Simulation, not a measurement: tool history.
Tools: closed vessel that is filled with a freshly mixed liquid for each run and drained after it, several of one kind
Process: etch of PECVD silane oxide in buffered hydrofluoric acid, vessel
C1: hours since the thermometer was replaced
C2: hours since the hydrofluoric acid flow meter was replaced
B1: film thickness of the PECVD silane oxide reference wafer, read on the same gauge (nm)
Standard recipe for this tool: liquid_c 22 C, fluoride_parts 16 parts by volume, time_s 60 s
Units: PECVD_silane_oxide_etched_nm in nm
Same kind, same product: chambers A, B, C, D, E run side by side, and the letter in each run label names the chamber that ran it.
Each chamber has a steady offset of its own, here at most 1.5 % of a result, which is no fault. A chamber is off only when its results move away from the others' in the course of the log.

Run 1C, hour 8.5: usual settings; C1 1937.7; C2 303.9; B1 40.004. Result: PECVD_silane_oxide_etched_nm 164.83 nm.
Run 2D, hour 18.2: usual settings; C1 771; C2 512.1; B1 39.983. Result: PECVD_silane_oxide_etched_nm 166.49 nm.
Run 3B, hour 23.6: usual settings; C1 339.4; C2 1098.5; B1 40.013. Result: PECVD_silane_oxide_etched_nm 167.03 nm.
Run 4A, hour 33.5: usual settings; C1 176.4; C2 65.8; B1 40.023. Result: PECVD_silane_oxide_etched_nm 166.19 nm.
Run 5E, hour 40.8: usual settings; C1 2237.3; C2 2570.9; B1 40.017. Result: PECVD_silane_oxide_etched_nm 165.49 nm.
Run 6C, hour 46.8: usual settings; C1 1976; C2 342.2; B1 39.968. Result: PECVD_silane_oxide_etched_nm 164.47 nm.
Run 7E, hour 54.3: usual settings; C1 2250.8; C2 2584.4; B1 40.003. Result: PECVD_silane_oxide_etched_nm 164.73 nm.
Run 8A, hour 60.6: usual settings; C1 203.5; C2 92.9; B1 39.988. Result: PECVD_silane_oxide_etched_nm 165.99 nm.
At hour 65.5: chamber C: hydrofluoric acid flow meter replaced.
Run 9D, hour 67: usual settings but liquid_c 24.5 C, fluoride_parts 14 parts by volume; C1 819.8; C2 560.9; B1 40.006. Result: PECVD_silane_oxide_etched_nm 218.15 nm.
Run 10B, hour 74.3: usual settings but liquid_c 24.5 C, fluoride_parts 14 parts by volume; C1 390.1; C2 1149.2; B1 39.991. Result: PECVD_silane_oxide_etched_nm 220.42 nm.
At hour 74.4: chamber E: hydrofluoric acid flow meter replaced.
Run 11A, hour 83.5: usual settings but liquid_c 24.5 C, fluoride_parts 14 parts by volume; C1 226.4; C2 115.8; B1 39.96. Result: PECVD_silane_oxide_etched_nm 217.21 nm.
Run 12C, hour 91.2: usual settings but liquid_c 24.5 C, fluoride_parts 14 parts by volume; C1 2020.4; C2 25.8; B1 39.995. Result: PECVD_silane_oxide_etched_nm 217.36 nm.
Run 13B, hour 101.4: usual settings but liquid_c 24.5 C, fluoride_parts 14 parts by volume; C1 417.2; C2 1176.3; B1 39.96. Result: PECVD_silane_oxide_etched_nm 219.98 nm.
Run 14E, hour 111: usual settings; C1 2307.5; C2 36.7; B1 39.937. Result: PECVD_silane_oxide_etched_nm 165.39 nm.
Run 15D, hour 115.9: usual settings but liquid_c 19.5 C, time_s 95 s; C1 868.7; C2 609.8; B1 40.032. Result: PECVD_silane_oxide_etched_nm 229.66 nm.
Run 16C, hour 121.4: usual settings but liquid_c 19.5 C, time_s 95 s; C1 2050.6; C2 56; B1 39.987. Result: PECVD_silane_oxide_etched_nm 227.45 nm.
At hour 128.6: chamber D: hydrofluoric acid flow meter replaced.
Run 17E, hour 130.1: usual settings but liquid_c 19.5 C, time_s 95 s; C1 2326.6; C2 55.8; B1 39.996. Result: PECVD_silane_oxide_etched_nm 228.91 nm.
Run 18D, hour 136: usual settings but liquid_c 19.5 C, time_s 95 s; C1 888.8; C2 7.4; B1 40.019. Result: PECVD_silane_oxide_etched_nm 231.25 nm.
Run 19A, hour 144.1: usual settings but liquid_c 19.5 C, time_s 95 s; C1 287; C2 176.4; B1 40.069. Result: PECVD_silane_oxide_etched_nm 228.88 nm.
Run 20B, hour 150.5: usual settings but liquid_c 18 C, time_s 45 s; C1 466.3; C2 1225.4; B1 40.017. Result: PECVD_silane_oxide_etched_nm 99.792 nm.
Run 21D, hour 161.4: usual settings but liquid_c 18 C, time_s 45 s; C1 914.2; C2 32.8; B1 39.966. Result: PECVD_silane_oxide_etched_nm 101.51 nm.
Run 22A, hour 169.3: usual settings but liquid_c 18 C, time_s 45 s; C1 312.2; C2 201.6; B1 39.953. Result: PECVD_silane_oxide_etched_nm 100.29 nm.
Run 23B, hour 179.2: usual settings but liquid_c 18 C, time_s 45 s; C1 495; C2 1254.1; B1 39.964. Result: PECVD_silane_oxide_etched_nm 99.428 nm.
Run 24E, hour 189: usual settings but liquid_c 18 C, time_s 45 s; C1 2385.5; C2 114.7; B1 40.013. Result: PECVD_silane_oxide_etched_nm 99.134 nm.
Run 25C, hour 195.6: usual settings; C1 2124.8; C2 130.2; B1 39.96. Result: PECVD_silane_oxide_etched_nm 165.96 nm.
Run 26E, hour 204.8: usual settings; C1 2401.3; C2 130.5; B1 40.051. Result: PECVD_silane_oxide_etched_nm 166.37 nm.
Run 27A, hour 212.6: usual settings; C1 355.5; C2 244.9; B1 40.011. Result: PECVD_silane_oxide_etched_nm 166.85 nm.
Run 28C, hour 219.9: usual settings; C1 2149.1; C2 154.5; B1 40.019. Result: PECVD_silane_oxide_etched_nm 164.87 nm.
Run 29D, hour 230.6: usual settings; C1 983.4; C2 102; B1 40.023. Result: PECVD_silane_oxide_etched_nm 166.97 nm.
Run 30B, hour 236.9: usual settings; C1 552.7; C2 1311.8; B1 39.986. Result: PECVD_silane_oxide_etched_nm 167.41 nm.
Run 31A, hour 246.3: usual settings; C1 389.2; C2 278.6; B1 40.044. Result: PECVD_silane_oxide_etched_nm 167.84 nm.
Run 32E, hour 256: usual settings; C1 2452.5; C2 181.7; B1 40.033. Result: PECVD_silane_oxide_etched_nm 165.76 nm.
Run 33B, hour 263.4: usual settings; C1 579.2; C2 1338.3; B1 40.038. Result: PECVD_silane_oxide_etched_nm 166.33 nm.

Next, every chamber runs the same settings. What will each give?
Run 34A, hour 271.6: usual settings but liquid_c 26.5 C. Result: PECVD_silane_oxide_etched_nm ?.
Run 34B, hour 271.6: usual settings but liquid_c 26.5 C. Result: PECVD_silane_oxide_etched_nm ?.
Run 34C, hour 271.6: usual settings but liquid_c 26.5 C. Result: PECVD_silane_oxide_etched_nm ?.
Run 34D, hour 271.6: usual settings but liquid_c 26.5 C. Result: PECVD_silane_oxide_etched_nm ?.
Run 34E, hour 271.6: usual settings but liquid_c 26.5 C. Result: PECVD_silane_oxide_etched_nm ?.

run  PECVD_silane_oxide_etched_nm
34A                        212.95
34B                        213.93
34C                        210.43
34D                        214.14
34E                        210.94

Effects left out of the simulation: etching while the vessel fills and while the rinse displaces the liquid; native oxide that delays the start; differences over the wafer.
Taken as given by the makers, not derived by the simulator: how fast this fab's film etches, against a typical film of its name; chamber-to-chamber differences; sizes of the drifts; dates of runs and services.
